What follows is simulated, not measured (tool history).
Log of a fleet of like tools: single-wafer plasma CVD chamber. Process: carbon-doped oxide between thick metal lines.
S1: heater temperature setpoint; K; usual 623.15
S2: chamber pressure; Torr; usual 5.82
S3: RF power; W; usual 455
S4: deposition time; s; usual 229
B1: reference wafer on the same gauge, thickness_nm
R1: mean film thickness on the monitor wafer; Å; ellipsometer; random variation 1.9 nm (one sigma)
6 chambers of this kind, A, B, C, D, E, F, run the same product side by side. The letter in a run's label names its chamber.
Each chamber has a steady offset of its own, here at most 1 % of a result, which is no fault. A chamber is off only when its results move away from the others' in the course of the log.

run 1A day=0.167 | S1=623.15 S2=5.82 S3=455 S4=229 | B1=1070 | R1=11150
run 2F day=0.338 | S1=623.15 S2=5.82 S3=455 S4=229 | B1=1070 | R1=11101
run 3E day=0.604 | S1=623.15 S2=5.82 S3=455 S4=229 | B1=1070.4 | R1=11065
run 4D day=0.896 | S1=623.15 S2=5.82 S3=455 S4=229 | B1=1070.2 | R1=11075
run 5B day=1.188 | S1=623.15 S2=5.36 S3=495 S4=229 | B1=1070.5 | R1=11510
run 6C day=1.504 | S1=623.15 S2=5.36 S3=495 S4=229 | B1=1071.4 | R1=11643
run 7E day=1.65 | S1=623.15 S2=5.36 S3=495 S4=229 | B1=1071.1 | R1=11571
run 8A day=1.917 | S1=623.15 S2=5.36 S3=495 S4=229 | B1=1071.2 | R1=11655
run 9D day=2.071 | S1=623.15 S2=5.36 S3=495 S4=229 | B1=1071.4 | R1=11597
run 10F day=2.375 | S1=623.15 S2=5.36 S3=495 S4=229 | B1=1071.8 | R1=11567
run 11B day=2.579 | S1=623.15 S2=5.82 S3=455 S4=229 | B1=1071.9 | R1=11037
-- day=2.804 chamber B: RF generator calibrated
run 12C day=2.9 | S1=623.15 S2=5.82 S3=490 S4=229 | B1=1071.8 | R1=11702
run 13D day=3.171 | S1=623.15 S2=5.82 S3=490 S4=229 | B1=1072.6 | R1=11653
run 14B day=3.454 | S1=623.15 S2=5.82 S3=490 S4=229 | B1=1072.2 | R1=11574
run 15F day=3.592 | S1=623.15 S2=5.82 S3=490 S4=229 | B1=1072.5 | R1=11671
run 16C day=3.883 | S1=623.15 S2=5.82 S3=490 S4=229 | B1=1072.6 | R1=11711
run 17A day=4.125 | S1=623.15 S2=5.82 S3=490 S4=229 | B1=1073.4 | R1=11671
run 18E day=4.346 | S1=623.15 S2=5.82 S3=455 S4=229 | B1=1073.4 | R1=11134
run 19B day=4.621 | S1=623.15 S2=5.82 S3=455 S4=229 | B1=1073.5 | R1=11077
run 20E day=4.871 | S1=616.15 S2=5.82 S3=455 S4=259 | B1=1073.6 | R1=12805
run 21F day=5.075 | S1=616.15 S2=5.82 S3=455 S4=259 | B1=1073.6 | R1=12750
run 22C day=5.308 | S1=616.15 S2=5.82 S3=455 S4=259 | B1=1073.9 | R1=12865
run 23A day=5.504 | S1=616.15 S2=5.82 S3=455 S4=259 | B1=1074.4 | R1=12881
run 24D day=5.796 | S1=616.15 S2=5.82 S3=455 S4=259 | B1=1073.8 | R1=12836
run 25D day=6.017 | S1=616.15 S2=5.82 S3=455 S4=259 | B1=1074.7 | R1=12795
run 26C day=6.271 | S1=623.15 S2=5.82 S3=455 S4=229 | B1=1074.1 | R1=11171
run 27B day=6.45 | S1=623.15 S2=5.82 S3=455 S4=229 | B1=1074.3 | R1=11055
run 28E day=6.638 | S1=623.15 S2=5.82 S3=455 S4=229 | B1=1074.7 | R1=11106
run 29F day=6.812 | S1=623.15 S2=5.82 S3=455 S4=229 | B1=1075.2 | R1=11126
run 30A day=6.962 | S1=623.15 S2=5.32 S3=455 S4=264 | B1=1074.6 | R1=12756
run 31F day=7.212 | S1=623.15 S2=5.32 S3=455 S4=264 | B1=1075.3 | R1=12688
run 32E day=7.475 | S1=623.15 S2=5.32 S3=455 S4=264 | B1=1075.4 | R1=12662
run 33D day=7.775 | S1=623.15 S2=5.32 S3=455 S4=264 | B1=1075.5 | R1=12692
run 34A day=8.075 | S1=623.15 S2=5.32 S3=455 S4=264 | B1=1075.5 | R1=12765
run 35C day=8.312 | S1=623.15 S2=5.32 S3=455 S4=264 | B1=1075.8 | R1=12766
run 36B day=8.55 | S1=623.15 S2=5.82 S3=455 S4=229 | B1=1075.9 | R1=11108
run 37B day=8.846 | S1=623.15 S2=5.82 S3=455 S4=229 | B1=1076.5 | R1=11125
run 38F day=9.062 | S1=623.15 S2=5.36 S3=455 S4=229 | B1=1076.8 | R1=11009
run 39E day=9.233 | S1=623.15 S2=5.36 S3=455 S4=229 | B1=1076.2 | R1=11023
run 40C day=9.458 | S1=623.15 S2=5.36 S3=455 S4=229 | B1=1076.5 | R1=11089
run 41A day=9.654 | S1=623.15 S2=5.36 S3=455 S4=229 | B1=1076.9 | R1=11099
run 42D day=9.85 | S1=623.15 S2=5.36 S3=455 S4=229 | B1=1077.2 | R1=11021
run 43C day=10.067 | S1=623.15 S2=5.36 S3=455 S4=229 | B1=1076.9 | R1=11092
run 44D day=10.262 | S1=623.15 S2=6.59 S3=455 S4=251 | B1=1077.1 | R1=12390

What goes on in this fleet: one chamber off, a drifting gauge, or nothing beyond the chambers' own small offsets? Name the chamber and the cause, if any.

The gauge drifts, so all chambers seem to drift together. No chamber is off.
Cause: gauge reads high (%) = 0.701.
